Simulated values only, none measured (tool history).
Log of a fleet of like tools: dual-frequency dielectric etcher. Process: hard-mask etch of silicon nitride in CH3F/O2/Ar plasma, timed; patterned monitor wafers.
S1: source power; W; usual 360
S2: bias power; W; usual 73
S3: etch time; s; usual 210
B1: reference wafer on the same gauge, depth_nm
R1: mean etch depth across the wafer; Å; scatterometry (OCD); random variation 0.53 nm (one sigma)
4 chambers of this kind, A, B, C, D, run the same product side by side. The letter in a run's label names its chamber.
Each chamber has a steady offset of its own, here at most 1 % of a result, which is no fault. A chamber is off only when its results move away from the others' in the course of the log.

run,day,S1,S2,S3,B1,R1
1D,0.142,360,73,210,130.83,1418.3
2A,0.267,360,73,210,131.02,1436.6
3C,0.446,360,73,210,131.03,1426.4
4B,0.617,360,73,210,130.96,1423.5
5C,0.75,360,73,210,131.05,1429.6
6A,0.9,360,73,210,130.88,1420.3
# day 0.992: chamber D: bias power generator calibrated
7D,1.038,360,73,210,131.06,1415.4
8B,1.304,360,73,210,130.98,1424.4
9D,1.538,360,73,210,131.02,1428.1
10C,1.796,360,73,210,130.85,1425.9
11A,1.933,360,79,157,130.96,1092.9
12B,2.192,360,79,157,130.98,1084.8
13D,2.346,360,79,157,130.97,1091
# day 2.358: chamber B: source power generator calibrated
14B,2.617,360,79,157,131.04,1090.6
# day 2.658: chamber A: wet clean of the chamber
15C,2.888,360,67,248.5,131.02,1637.6
16A,3.154,360,67,248.5,130.93,1645.7
17D,3.404,360,67,248.5,131,1645.9
18B,3.633,360,67,248.5,131,1636.6
19A,3.829,360,73,210,130.98,1423.4
20C,3.992,310,78,210,130.94,1387.5
21B,4.15,310,78,210,131.02,1375.2
22A,4.367,310,78,210,130.97,1373.5
23C,4.596,310,78,210,131.04,1379.5
24D,4.812,360,73,210,131.06,1455.7
25B,5.021,360,73,210,130.91,1413.5
26C,5.254,360,73,210,131.03,1423.9
27A,5.488,360,73,172,131.02,1164.2
28D,5.646,360,73,172,130.92,1192
29B,5.833,360,73,172,130.89,1164.2
30A,5.954,360,73,172,130.93,1165.6
31D,6.129,360,73,210,130.88,1450.3
32C,6.329,360,73,210,131.05,1431.8
33A,6.583,360,73,210,131.04,1428.1
34C,6.804,360,73,210,131.02,1425.9
35B,6.938,360,73,210,130.99,1415.4
36D,7.196,360,64,210,131.06,1411.5
37A,7.375,360,64,210,130.99,1369.1
38C,7.642,360,64,210,131.06,1372.3
39B,7.838,360,64,210,131.13,1359
40D,7.962,360,73,210,131.03,1478
41A,8.125,360,73,210,130.94,1432.8
42D,8.3,360,73,210,130.96,1476.2
43B,8.462,360,73,210,131.06,1416.3

Next, every chamber runs the same settings. What will each give?
44A,8.667,360,73,210,,?
44B,8.667,360,73,210,,?
44C,8.667,360,73,210,,?
44D,8.667,360,73,210,,?

run,R1
44A,1427.5
44B,1407.8
44C,1428.9
44D,1481.3
